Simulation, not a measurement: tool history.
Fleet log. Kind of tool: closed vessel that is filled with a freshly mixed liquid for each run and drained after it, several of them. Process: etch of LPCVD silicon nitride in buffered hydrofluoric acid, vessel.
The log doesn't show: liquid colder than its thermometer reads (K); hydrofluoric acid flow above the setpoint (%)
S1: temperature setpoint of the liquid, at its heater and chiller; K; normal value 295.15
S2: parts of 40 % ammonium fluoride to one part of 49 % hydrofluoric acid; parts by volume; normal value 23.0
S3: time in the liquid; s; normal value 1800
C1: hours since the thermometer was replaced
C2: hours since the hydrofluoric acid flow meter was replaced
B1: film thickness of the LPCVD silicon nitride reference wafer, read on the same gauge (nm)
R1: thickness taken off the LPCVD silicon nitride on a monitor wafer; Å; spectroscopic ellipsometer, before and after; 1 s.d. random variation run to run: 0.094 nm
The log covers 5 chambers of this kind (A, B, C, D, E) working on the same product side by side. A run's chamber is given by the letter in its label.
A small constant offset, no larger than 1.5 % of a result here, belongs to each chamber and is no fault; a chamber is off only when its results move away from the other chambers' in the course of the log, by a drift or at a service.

run,day,S1,S2,S3,C1,C2,B1,R1
1B,0.367,295.15,23.0,1800,2197.2,568.3,99.988,94.195
2C,0.600,295.15,23.0,1800,755.5,503.5,99.972,95.309
3D,0.946,295.15,23.0,1800,558.5,181.2,100.040,92.376
4E,1.162,295.15,23.0,1800,257.9,351.3,99.979,94.274
5A,1.342,295.15,23.0,1800,860.1,40.1,99.988,94.885
6C,1.596,295.15,23.0,1800,779.4,527.4,99.991,96.499
7B,1.796,295.15,23.0,1800,2231.5,602.6,99.993,95.020
8A,1.988,295.15,23.0,1800,875.6,55.6,99.988,94.409
9E,2.300,295.15,23.0,1800,285.2,378.6,99.983,92.819
10D,2.588,295.15,23.0,1800,597.9,220.6,99.998,94.126
11D,2.867,295.15,23.0,1800,604.6,227.3,100.030,94.668
12C,3.262,295.15,23.0,1800,819.4,567.4,100.060,94.908
13B,3.679,295.15,23.0,1800,2276.7,647.8,99.972,95.856
14E,4.092,297.65,19.5,1800,328.2,421.6,100.020,118.710
15A,4.400,297.65,19.5,1800,933.5,113.5,100.020,122.820
16C,4.596,297.65,19.5,1800,851.4,599.4,99.963,124.490
17A,4.958,297.65,19.5,1800,946.9,126.9,99.981,124.060
# day 5.062: chamber D: thermometer replaced
18D,5.267,297.65,19.5,1800,4.9,284.9,100.030,123.870
19B,5.671,295.15,19.5,2710,2324.5,695.6,99.984,159.850
20E,5.892,295.15,19.5,2710,371.4,464.8,100.010,165.040
21A,6.104,295.15,19.5,2710,974.4,154.4,99.987,163.450
22B,6.350,295.15,19.5,2710,2340.8,711.9,99.963,159.080
23D,6.608,295.15,19.5,2710,37.1,317.1,99.995,162.420
24E,6.825,295.15,23.0,1800,393.8,487.2,99.971,97.374
25C,7.142,295.15,23.0,1800,912.5,660.5,99.956,96.925
26C,7.421,295.15,23.0,1800,919.2,667.2,100.030,96.645
27B,7.629,295.15,23.0,1800,2371.5,742.6,100.020,94.243
28D,8.025,295.15,23.0,1800,71.1,351.1,100.020,94.713
29E,8.417,295.15,23.0,1800,432.0,525.4,100.020,99.246
30A,8.721,295.15,18.0,2755,1037.2,217.2,99.993,178.350
# day 8.833: chamber B: thermometer replaced
31B,9.029,295.15,18.0,2755,4.8,776.2,100.030,177.780
32A,9.446,295.15,18.0,2755,1054.6,234.6,99.994,175.940
33C,9.667,295.15,18.0,2755,973.1,721.1,100.010,179.900

Is one chamber out of step, is the gauge drifting, or do the chambers differ by no more than their own small offsets? For an off chamber, give its letter and the likeliest cause.

Chamber E drifts away from the others.
Cause: hydrofluoric acid flow above the setpoint (%) = 10.5.
It could be hard to tell apart here from: liquid hotter than its thermometer reads (K).

Below are 4 candidate recipes for chamber E's next run, each the usual settings with a change, their results shown as question marks. Which of them brings E's results back in line with what the other chambers give on the usual settings?
In-line tolerance around the mean of the other chambers on the usual settings: R1 3.300 Å
34E-1,9.967,295.15,20.0,1800,,,,?
34E-2,9.967,295.15,23.5,1635,,,,?
34E-3,9.967,294.15,23.0,1800,,,,?
34E-4,9.967,295.15,22.5,1865,,,,?

What the other chambers average on the usual settings: R1 94.997 Å
run,R1
34E-1,113.560
34E-2,89.817
34E-3,94.906
34E-4,105.520
The answer is 34E-3, which returns the chamber to within the allowed miss of the others.

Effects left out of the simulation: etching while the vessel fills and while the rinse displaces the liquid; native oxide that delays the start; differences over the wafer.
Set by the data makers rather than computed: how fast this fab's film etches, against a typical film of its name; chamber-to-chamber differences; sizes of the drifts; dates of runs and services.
